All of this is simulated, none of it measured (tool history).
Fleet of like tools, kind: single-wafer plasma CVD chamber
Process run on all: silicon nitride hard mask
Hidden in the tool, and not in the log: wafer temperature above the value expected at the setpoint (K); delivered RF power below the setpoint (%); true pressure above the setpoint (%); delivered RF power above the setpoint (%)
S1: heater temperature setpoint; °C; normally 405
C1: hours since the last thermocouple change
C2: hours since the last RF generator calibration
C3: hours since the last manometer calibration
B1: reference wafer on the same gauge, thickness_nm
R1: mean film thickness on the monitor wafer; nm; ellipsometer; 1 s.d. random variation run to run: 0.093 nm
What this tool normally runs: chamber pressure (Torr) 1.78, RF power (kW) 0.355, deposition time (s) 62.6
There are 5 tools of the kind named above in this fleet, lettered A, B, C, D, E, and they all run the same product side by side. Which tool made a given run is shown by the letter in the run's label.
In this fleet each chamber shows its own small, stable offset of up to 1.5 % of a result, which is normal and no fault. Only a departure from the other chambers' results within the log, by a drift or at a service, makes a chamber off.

Run 1A, hour 11.8: usual settings; C1 2256.0; C2 1899.1; C3 265.5; B1 93.601. Result: R1 82.489 nm.
Run 2E, hour 27.4: usual settings; C1 305.3; C2 179.6; C3 884.2; B1 93.564. Result: R1 81.435 nm.
Run 3D, hour 42.6: usual settings; C1 1174.1; C2 888.8; C3 1126.3; B1 93.543. Result: R1 82.652 nm.
Run 4C, hour 55.0: usual settings; C1 1711.0; C2 1423.4; C3 1178.8; B1 93.581. Result: R1 81.854 nm.
Run 5B, hour 63.3: usual settings; C1 980.9; C2 224.1; C3 1199.6; B1 93.544. Result: R1 82.698 nm.
At hour 65.3: chamber B: capacitance manometer re-zeroed and calibrated.
At hour 75.2: chamber D: RF generator calibrated.
Run 6D, hour 78.8: usual settings; C1 1210.3; C2 3.7; C3 1162.5; B1 93.510. Result: R1 82.616 nm.
Run 7E, hour 94.3: usual settings; C1 372.2; C2 246.5; C3 951.1; B1 93.511. Result: R1 81.399 nm.
At hour 94.5: chamber C: RF generator calibrated.
Run 8B, hour 104.5: usual settings; C1 1022.1; C2 265.3; C3 39.3; B1 93.495. Result: R1 82.925 nm.
Run 9A, hour 113.4: usual settings but chamber pressure (Torr) 1.40; C1 2357.6; C2 2000.7; C3 367.1; B1 93.467. Result: R1 76.796 nm.
Run 10C, hour 122.6: usual settings but chamber pressure (Torr) 1.40; C1 1778.6; C2 28.1; C3 1246.4; B1 93.495. Result: R1 76.449 nm.
Run 11E, hour 137.3: usual settings but chamber pressure (Torr) 1.40; C1 415.2; C2 289.5; C3 994.1; B1 93.438. Result: R1 75.813 nm.
At hour 144.1: chamber C: thermocouple changed; heater temperature recalibrated.
Run 12A, hour 153.4: usual settings but chamber pressure (Torr) 1.40; C1 2397.6; C2 2040.7; C3 407.1; B1 93.433. Result: R1 76.694 nm.
Run 13D, hour 169.1: usual settings but chamber pressure (Torr) 1.40; C1 1300.6; C2 94.0; C3 1252.8; B1 93.428. Result: R1 76.998 nm.
Run 14B, hour 179.0: usual settings; C1 1096.6; C2 339.8; C3 113.8; B1 93.436. Result: R1 82.582 nm.
Run 15C, hour 189.4: usual settings; C1 45.3; C2 94.9; C3 1313.2; B1 93.433. Result: R1 81.667 nm.
At hour 192.1: chamber E: capacitance manometer re-zeroed and calibrated.
Run 16D, hour 202.8: usual settings; C1 1334.3; C2 127.7; C3 1286.5; B1 93.430. Result: R1 82.697 nm.
Run 17B, hour 213.5: usual settings; C1 1131.1; C2 374.3; C3 148.3; B1 93.374. Result: R1 82.785 nm.
Run 18A, hour 222.2: usual settings; C1 2466.4; C2 2109.5; C3 475.9; B1 93.353. Result: R1 82.156 nm.
Run 19C, hour 230.9: usual settings; C1 86.8; C2 136.4; C3 1354.7; B1 93.362. Result: R1 81.703 nm.
At hour 234.2: chamber D: capacitance manometer re-zeroed and calibrated.
Run 20E, hour 246.4: usual settings; C1 524.3; C2 398.6; C3 54.3; B1 93.356. Result: R1 81.173 nm.
Run 21B, hour 253.7: usual settings; C1 1171.3; C2 414.5; C3 188.5; B1 93.353. Result: R1 82.612 nm.
Run 22A, hour 260.9: usual settings; C1 2505.1; C2 2148.2; C3 514.6; B1 93.377. Result: R1 82.318 nm.
Run 23D, hour 268.5: usual settings but chamber pressure (Torr) 1.92, deposition time (s) 56.9; C1 1400.0; C2 193.4; C3 34.3; B1 93.357. Result: R1 76.642 nm.
Run 24C, hour 280.7: usual settings but chamber pressure (Torr) 1.92, deposition time (s) 56.9; C1 136.6; C2 186.2; C3 1404.5; B1 93.345. Result: R1 75.919 nm.
Run 25E, hour 291.0: usual settings but chamber pressure (Torr) 1.92, deposition time (s) 56.9; C1 568.9; C2 443.2; C3 98.9; B1 93.299. Result: R1 75.549 nm.
Run 26A, hour 305.1: usual settings but chamber pressure (Torr) 1.92, deposition time (s) 56.9; C1 2549.3; C2 2192.4; C3 558.8; B1 93.291. Result: R1 76.265 nm.
Run 27E, hour 315.4: usual settings but chamber pressure (Torr) 1.92, deposition time (s) 56.9; C1 593.3; C2 467.6; C3 123.3; B1 93.273. Result: R1 75.320 nm.
Run 28C, hour 325.5: usual settings; C1 181.4; C2 231.0; C3 1449.3; B1 93.295. Result: R1 81.678 nm.
Run 29B, hour 339.8: usual settings; C1 1257.4; C2 500.6; C3 274.6; B1 93.271. Result: R1 82.509 nm.
At hour 348.8: chamber A: RF generator calibrated.
Run 30D, hour 355.9: usual settings; C1 1487.4; C2 280.8; C3 121.7; B1 93.239. Result: R1 82.360 nm.
Run 31C, hour 367.6: usual settings; C1 223.5; C2 273.1; C3 1491.4; B1 93.271. Result: R1 81.470 nm.
Run 32B, hour 380.9: usual settings but deposition time (s) 54.9; C1 1298.5; C2 541.7; C3 315.7; B1 93.244. Result: R1 72.441 nm.
Run 33A, hour 388.9: usual settings but deposition time (s) 54.9; C1 2633.1; C2 40.2; C3 642.6; B1 93.214. Result: R1 71.953 nm.
Run 34E, hour 398.8: usual settings but deposition time (s) 54.9; C1 676.7; C2 551.0; C3 206.7; B1 93.204. Result: R1 71.141 nm.
Run 35D, hour 411.5: usual settings but deposition time (s) 54.9; C1 1543.0; C2 336.4; C3 177.3; B1 93.203. Result: R1 72.373 nm.
Run 36A, hour 419.8: usual settings but deposition time (s) 54.9; C1 2664.0; C2 71.1; C3 673.5; B1 93.187. Result: R1 72.020 nm.
Run 37D, hour 430.2: usual settings but chamber pressure (Torr) 1.45, deposition time (s) 57.9; C1 1561.7; C2 355.1; C3 196.0; B1 93.164. Result: R1 71.751 nm.

The same settings go to every chamber for the next run, one line per chamber below. Forecast the results for each:
Run 38A, hour 441.7: usual settings but chamber pressure (Torr) 1.54. Result: R1 ?.
Run 38B, hour 441.7: usual settings but chamber pressure (Torr) 1.54. Result: R1 ?.
Run 38C, hour 441.7: usual settings but chamber pressure (Torr) 1.54. Result: R1 ?.
Run 38D, hour 441.7: usual settings but chamber pressure (Torr) 1.54. Result: R1 ?.
Run 38E, hour 441.7: usual settings but chamber pressure (Torr) 1.54. Result: R1 ?.

run      R1
38A  78.676
38B  79.026
38C  78.376
38D  79.121
38E  78.014

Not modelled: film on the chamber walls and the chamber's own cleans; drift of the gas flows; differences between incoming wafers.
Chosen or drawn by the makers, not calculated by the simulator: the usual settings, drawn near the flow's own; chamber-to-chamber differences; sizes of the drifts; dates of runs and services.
